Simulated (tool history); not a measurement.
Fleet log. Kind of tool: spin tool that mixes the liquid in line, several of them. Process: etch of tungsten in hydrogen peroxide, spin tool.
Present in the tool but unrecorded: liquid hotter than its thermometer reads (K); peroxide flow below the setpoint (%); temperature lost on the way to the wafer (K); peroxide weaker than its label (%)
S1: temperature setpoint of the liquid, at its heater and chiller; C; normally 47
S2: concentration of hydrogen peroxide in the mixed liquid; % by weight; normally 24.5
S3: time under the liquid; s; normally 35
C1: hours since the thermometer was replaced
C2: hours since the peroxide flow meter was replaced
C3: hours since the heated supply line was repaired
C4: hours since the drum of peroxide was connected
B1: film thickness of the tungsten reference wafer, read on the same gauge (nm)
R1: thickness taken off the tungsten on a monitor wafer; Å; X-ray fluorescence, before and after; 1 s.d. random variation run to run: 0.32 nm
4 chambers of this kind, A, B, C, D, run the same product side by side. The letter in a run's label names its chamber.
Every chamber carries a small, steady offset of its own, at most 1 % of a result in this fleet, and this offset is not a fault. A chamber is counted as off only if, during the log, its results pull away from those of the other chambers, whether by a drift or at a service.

{"run": "1B", "hour": 10.2, "S1": 47, "S2": 24.5, "S3": 35, "C1": 714.3, "C2": 809.5, "C3": 1022.2, "C4": 225.8, "B1": 69.988, "R1": 482.54}
{"run": "2D", "hour": 19.7, "S1": 47, "S2": 24.5, "S3": 35, "C1": 1712.8, "C2": 327.3, "C3": 791.2, "C4": 805.2, "B1": 70.023, "R1": 486.04}
{"run": "3A", "hour": 31.3, "S1": 47, "S2": 24.5, "S3": 35, "C1": 707.5, "C2": 314.7, "C3": 478.5, "C4": 454.3, "B1": 70.001, "R1": 490.11}
{"run": "4C", "hour": 42.6, "S1": 47, "S2": 24.5, "S3": 35, "C1": 2130.1, "C2": 231.4, "C3": 1462.9, "C4": 302, "B1": 69.974, "R1": 482.92}
{"hour": 53.7, "done": "chamber C: new drum of peroxide connected"}
{"run": "5D", "hour": 54.1, "S1": 38, "S2": 24.5, "S3": 20, "C1": 1747.2, "C2": 361.7, "C3": 825.6, "C4": 839.6, "B1": 69.961, "R1": 154.35}
{"run": "6A", "hour": 65.9, "S1": 38, "S2": 24.5, "S3": 20, "C1": 742.1, "C2": 349.3, "C3": 513.1, "C4": 488.9, "B1": 70.014, "R1": 155.52}
{"run": "7B", "hour": 71.4, "S1": 38, "S2": 24.5, "S3": 20, "C1": 775.5, "C2": 870.7, "C3": 1083.4, "C4": 287, "B1": 70.022, "R1": 155.43}
{"run": "8C", "hour": 78.4, "S1": 38, "S2": 24.5, "S3": 20, "C1": 2165.9, "C2": 267.2, "C3": 1498.7, "C4": 24.8, "B1": 69.982, "R1": 157.01}
{"run": "9C", "hour": 87.2, "S1": 47, "S2": 24.5, "S3": 35, "C1": 2174.7, "C2": 276, "C3": 1507.5, "C4": 33.6, "B1": 69.983, "R1": 485.15}
{"run": "10A", "hour": 92.7, "S1": 47, "S2": 24.5, "S3": 35, "C1": 768.9, "C2": 376.1, "C3": 539.9, "C4": 515.7, "B1": 69.959, "R1": 488.74}
{"run": "11D", "hour": 100.3, "S1": 47, "S2": 24.5, "S3": 35, "C1": 1793.4, "C2": 407.9, "C3": 871.8, "C4": 885.8, "B1": 69.958, "R1": 482.51}
{"hour": 100.9, "done": "chamber B: new drum of peroxide connected"}
{"run": "12B", "hour": 111.8, "S1": 47, "S2": 24.5, "S3": 35, "C1": 815.9, "C2": 911.1, "C3": 1123.8, "C4": 11, "B1": 70.005, "R1": 471.03}
{"run": "13B", "hour": 122.7, "S1": 47, "S2": 24.5, "S3": 35, "C1": 826.8, "C2": 922, "C3": 1134.7, "C4": 21.9, "B1": 70.03, "R1": 469.95}
{"run": "14D", "hour": 128.8, "S1": 47, "S2": 29.5, "S3": 20, "C1": 1821.9, "C2": 436.4, "C3": 900.3, "C4": 914.3, "B1": 70.035, "R1": 301.86}
{"run": "15A", "hour": 135.5, "S1": 47, "S2": 29.5, "S3": 20, "C1": 811.7, "C2": 418.9, "C3": 582.7, "C4": 558.5, "B1": 70.009, "R1": 305.03}
{"run": "16C", "hour": 146.9, "S1": 47, "S2": 29.5, "S3": 20, "C1": 2234.4, "C2": 335.7, "C3": 1567.2, "C4": 93.3, "B1": 70.024, "R1": 303.56}
{"run": "17B", "hour": 158.5, "S1": 47, "S2": 29.5, "S3": 20, "C1": 862.6, "C2": 957.8, "C3": 1170.5, "C4": 57.7, "B1": 70.02, "R1": 294.84}
{"run": "18A", "hour": 169.3, "S1": 47, "S2": 24.5, "S3": 35, "C1": 845.5, "C2": 452.7, "C3": 616.5, "C4": 592.3, "B1": 70.008, "R1": 488.26}
{"run": "19D", "hour": 178.8, "S1": 47, "S2": 24.5, "S3": 35, "C1": 1871.9, "C2": 486.4, "C3": 950.3, "C4": 964.3, "B1": 70.003, "R1": 485.73}
{"run": "20C", "hour": 186.1, "S1": 47, "S2": 24.5, "S3": 35, "C1": 2273.6, "C2": 374.9, "C3": 1606.4, "C4": 132.5, "B1": 70.019, "R1": 484.2}
{"run": "21A", "hour": 192.7, "S1": 47, "S2": 24.5, "S3": 35, "C1": 868.9, "C2": 476.1, "C3": 639.9, "C4": 615.7, "B1": 70.028, "R1": 487.27}
{"run": "22C", "hour": 203.5, "S1": 47, "S2": 24.5, "S3": 35, "C1": 2291, "C2": 392.3, "C3": 1623.8, "C4": 149.9, "B1": 69.962, "R1": 482.79}
{"run": "23D", "hour": 213.7, "S1": 47, "S2": 24.5, "S3": 35, "C1": 1906.8, "C2": 521.3, "C3": 985.2, "C4": 999.2, "B1": 70.03, "R1": 482.29}
{"run": "24B", "hour": 219.9, "S1": 41, "S2": 28.5, "S3": 35, "C1": 924, "C2": 1019.2, "C3": 1231.9, "C4": 119.1, "B1": 69.986, "R1": 336.77}
{"run": "25D", "hour": 231.6, "S1": 41, "S2": 28.5, "S3": 35, "C1": 1924.7, "C2": 539.2, "C3": 1003.1, "C4": 1017.1, "B1": 70.027, "R1": 356.13}
{"hour": 240.2, "done": "chamber C: peroxide flow meter replaced"}
{"run": "26C", "hour": 240.7, "S1": 41, "S2": 28.5, "S3": 35, "C1": 2328.2, "C2": 0.5, "C3": 1661, "C4": 187.1, "B1": 70.012, "R1": 359.79}
{"run": "27A", "hour": 247.6, "S1": 41, "S2": 28.5, "S3": 35, "C1": 923.8, "C2": 531, "C3": 694.8, "C4": 670.6, "B1": 70.037, "R1": 356.61}
{"hour": 248.8, "done": "chamber A: heated supply line repaired"}
{"run": "28B", "hour": 258.6, "S1": 47, "S2": 24.5, "S3": 15, "C1": 962.7, "C2": 1057.9, "C3": 1270.6, "C4": 157.8, "B1": 70.003, "R1": 194.18}
{"run": "29B", "hour": 269.3, "S1": 47, "S2": 24.5, "S3": 15, "C1": 973.4, "C2": 1068.6, "C3": 1281.3, "C4": 168.5, "B1": 70.019, "R1": 194.63}
{"run": "30D", "hour": 281.6, "S1": 47, "S2": 24.5, "S3": 15, "C1": 1974.7, "C2": 589.2, "C3": 1053.1, "C4": 1067.1, "B1": 70.007, "R1": 209.54}
{"run": "31A", "hour": 291.3, "S1": 47, "S2": 24.5, "S3": 15, "C1": 967.5, "C2": 574.7, "C3": 42.6, "C4": 714.3, "B1": 70.021, "R1": 209.44}

Next, every chamber runs the same settings. What will each give?
{"run": "32A", "hour": 300.2, "S1": 47, "S2": 24.5, "S3": 35, "R1": "?"}
{"run": "32B", "hour": 300.2, "S1": 47, "S2": 24.5, "S3": 35, "R1": "?"}
{"run": "32C", "hour": 300.2, "S1": 47, "S2": 24.5, "S3": 35, "R1": "?"}
{"run": "32D", "hour": 300.2, "S1": 47, "S2": 24.5, "S3": 35, "R1": "?"}

run=32A R1=484.27
run=32B R1=452.36
run=32C R1=493.17
run=32D R1=486.84
